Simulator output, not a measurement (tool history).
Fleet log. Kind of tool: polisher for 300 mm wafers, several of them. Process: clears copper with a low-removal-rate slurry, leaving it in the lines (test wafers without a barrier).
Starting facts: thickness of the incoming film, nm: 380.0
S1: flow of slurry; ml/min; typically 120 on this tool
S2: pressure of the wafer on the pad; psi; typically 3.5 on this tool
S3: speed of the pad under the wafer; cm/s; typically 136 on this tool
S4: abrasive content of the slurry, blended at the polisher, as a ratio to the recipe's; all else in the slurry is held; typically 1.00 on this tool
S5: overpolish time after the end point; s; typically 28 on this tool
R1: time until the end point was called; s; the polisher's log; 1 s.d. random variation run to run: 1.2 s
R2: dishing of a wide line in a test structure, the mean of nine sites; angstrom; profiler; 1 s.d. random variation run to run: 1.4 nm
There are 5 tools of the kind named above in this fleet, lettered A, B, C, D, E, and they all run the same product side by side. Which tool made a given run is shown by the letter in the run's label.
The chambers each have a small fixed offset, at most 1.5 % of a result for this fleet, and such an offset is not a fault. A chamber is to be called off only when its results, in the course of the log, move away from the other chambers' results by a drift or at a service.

{"run": "1B", "hour": 3.3, "S1": 120, "S2": 3.5, "S3": 136, "S4": 1.0, "S5": 28, "R1": 88.95, "R2": 597.69}
{"run": "2A", "hour": 7.8, "S1": 120, "S2": 3.5, "S3": 136, "S4": 1.0, "S5": 28, "R1": 91.663, "R2": 626.17}
{"run": "3D", "hour": 11.9, "S1": 120, "S2": 3.5, "S3": 136, "S4": 1.0, "S5": 28, "R1": 89.75, "R2": 641.62}
{"hour": 14.5, "done": "chamber C: worn pad replaced by a new one"}
{"hour": 16.3, "done": "chamber B: head pressure recalibrated"}
{"hour": 16.5, "done": "chamber E: slurry nozzle cleaned"}
{"run": "4E", "hour": 16.8, "S1": 120, "S2": 3.5, "S3": 136, "S4": 1.0, "S5": 28, "R1": 92.671, "R2": 629.12}
{"run": "5C", "hour": 20.2, "S1": 120, "S2": 3.5, "S3": 136, "S4": 1.0, "S5": 28, "R1": 90.238, "R2": 619.27}
{"run": "6D", "hour": 23.6, "S1": 120, "S2": 3.5, "S3": 136, "S4": 1.0, "S5": 28, "R1": 89.344, "R2": 627.25}
{"run": "7A", "hour": 29.2, "S1": 120, "S2": 3.5, "S3": 136, "S4": 1.0, "S5": 28, "R1": 92.018, "R2": 601.71}
{"run": "8E", "hour": 35.0, "S1": 120, "S2": 3.5, "S3": 136, "S4": 1.0, "S5": 28, "R1": 92.058, "R2": 616.5}
{"run": "9B", "hour": 39.3, "S1": 120, "S2": 3.5, "S3": 136, "S4": 1.0, "S5": 28, "R1": 90.863, "R2": 648.04}
{"run": "10C", "hour": 45.3, "S1": 120, "S2": 3.5, "S3": 136, "S4": 1.0, "S5": 28, "R1": 90.821, "R2": 630.76}
{"run": "11C", "hour": 49.1, "S1": 120, "S2": 3.5, "S3": 136, "S4": 1.0, "S5": 28, "R1": 88.386, "R2": 631.83}
{"run": "12B", "hour": 53.0, "S1": 120, "S2": 3.5, "S3": 136, "S4": 1.0, "S5": 28, "R1": 88.375, "R2": 607.26}
{"run": "13D", "hour": 57.1, "S1": 120, "S2": 3.5, "S3": 136, "S4": 1.0, "S5": 28, "R1": 89.637, "R2": 630.59}
{"run": "14A", "hour": 59.8, "S1": 120, "S2": 3.5, "S3": 136, "S4": 1.0, "S5": 28, "R1": 90.329, "R2": 618.01}
{"hour": 62.2, "done": "chamber A: worn pad replaced by a new one"}
{"hour": 62.4, "done": "chamber E: slurry blender recalibrated"}
{"run": "15E", "hour": 65.4, "S1": 120, "S2": 3.5, "S3": 136, "S4": 1.0, "S5": 28, "R1": 92.95, "R2": 635.5}
{"hour": 70.9, "done": "chamber B: worn pad replaced by a new one"}
{"run": "16E", "hour": 71.1, "S1": 120, "S2": 3.5, "S3": 136, "S4": 1.0, "S5": 28, "R1": 93.19, "R2": 624.45}
{"run": "17A", "hour": 76.2, "S1": 120, "S2": 3.5, "S3": 136, "S4": 0.75, "S5": 28, "R1": 94.406, "R2": 587.48}
{"run": "18C", "hour": 81.7, "S1": 120, "S2": 3.5, "S3": 136, "S4": 0.75, "S5": 28, "R1": 97.166, "R2": 583.46}
{"hour": 85.2, "done": "chamber E: head pressure recalibrated"}
{"run": "19B", "hour": 86.0, "S1": 120, "S2": 3.5, "S3": 136, "S4": 0.75, "S5": 28, "R1": 96.283, "R2": 616.14}
{"hour": 89.2, "done": "chamber D: worn pad replaced by a new one"}
{"run": "20D", "hour": 90.7, "S1": 120, "S2": 3.5, "S3": 136, "S4": 0.75, "S5": 28, "R1": 93.241, "R2": 640.05}
{"hour": 93.8, "done": "chamber A: slurry blender recalibrated"}
{"run": "21E", "hour": 95.2, "S1": 120, "S2": 3.5, "S3": 136, "S4": 0.75, "S5": 28, "R1": 106.13, "R2": 540.47}
{"run": "22B", "hour": 101.0, "S1": 120, "S2": 3.5, "S3": 136, "S4": 1.0, "S5": 28, "R1": 89.883, "R2": 614.27}
{"run": "23C", "hour": 105.6, "S1": 120, "S2": 3.5, "S3": 136, "S4": 1.0, "S5": 28, "R1": 91.567, "R2": 584.45}
{"hour": 106.4, "done": "chamber B: slurry blender recalibrated"}
{"run": "24A", "hour": 108.6, "S1": 120, "S2": 3.5, "S3": 136, "S4": 1.0, "S5": 28, "R1": 90.081, "R2": 629.1}
{"run": "25D", "hour": 114.7, "S1": 120, "S2": 3.5, "S3": 136, "S4": 1.0, "S5": 28, "R1": 89.612, "R2": 634.65}
{"run": "26E", "hour": 119.8, "S1": 120, "S2": 3.5, "S3": 136, "S4": 0.85, "S5": 28, "R1": 107.53, "R2": 570.08}
{"run": "27D", "hour": 124.0, "S1": 120, "S2": 3.5, "S3": 136, "S4": 0.85, "S5": 28, "R1": 94.136, "R2": 613.1}
{"run": "28C", "hour": 129.4, "S1": 120, "S2": 3.5, "S3": 136, "S4": 0.85, "S5": 28, "R1": 93.461, "R2": 588.59}
{"hour": 132.0, "done": "chamber C: worn pad replaced by a new one"}
{"run": "29B", "hour": 134.4, "S1": 120, "S2": 3.5, "S3": 136, "S4": 0.85, "S5": 28, "R1": 94.226, "R2": 613.99}
{"run": "30A", "hour": 138.9, "S1": 120, "S2": 3.5, "S3": 136, "S4": 0.85, "S5": 28, "R1": 91.408, "R2": 611.11}
{"run": "31D", "hour": 143.7, "S1": 90, "S2": 3.5, "S3": 120, "S4": 1.0, "S5": 28, "R1": 108.99, "R2": 550.76}
{"run": "32C", "hour": 148.4, "S1": 90, "S2": 3.5, "S3": 120, "S4": 1.0, "S5": 28, "R1": 109.81, "R2": 553.05}
{"run": "33B", "hour": 154.7, "S1": 90, "S2": 3.5, "S3": 120, "S4": 1.0, "S5": 28, "R1": 108.25, "R2": 533.12}

Which is it: a chamber that has drifted or been left off by a service, a gauge drift common to all chambers, or only each chamber's usual small offset? If a chamber is off, name it and its likeliest cause.

A service on chamber E put it out of line with the rest.
What lies behind it: head's pressure below its setpoint, % = 10.8.

Chamber E could run next with any of the 4 candidate recipes listed below; each alters the usual settings, and their results appear as question marks. Which one brings its results back in line with what the other chambers deliver on the usual settings?
Counts as in line when no further than this from what the other chambers average on the usual settings: R1 4.100 s; R2 48.00 angstrom
{"run": "34E-1", "hour": 159.2, "S1": 120, "S2": 3.3, "S3": 128, "S4": 1.0, "S5": 28, "R1": "?", "R2": "?"}
{"run": "34E-2", "hour": 159.2, "S1": 120, "S2": 3.4, "S3": 132, "S4": 1.0, "S5": 28, "R1": "?", "R2": "?"}
{"run": "34E-3", "hour": 159.2, "S1": 120, "S2": 3.7, "S3": 144, "S4": 1.0, "S5": 28, "R1": "?", "R2": "?"}
{"run": "34E-4", "hour": 159.2, "S1": 120, "S2": 3.6, "S3": 140, "S4": 1.0, "S5": 28, "R1": "?", "R2": "?"}

Other chambers, usual settings, mean: R1 90.111 s; R2 621.93 angstrom
run=34E-1 R1=115.380 R2=513.55
run=34E-2 R1=108.550 R2=536.65
run=34E-3 R1=91.358 R2=605.15
run=34E-4 R1=96.606 R2=582.49
34E-3 brings the chamber back in line.
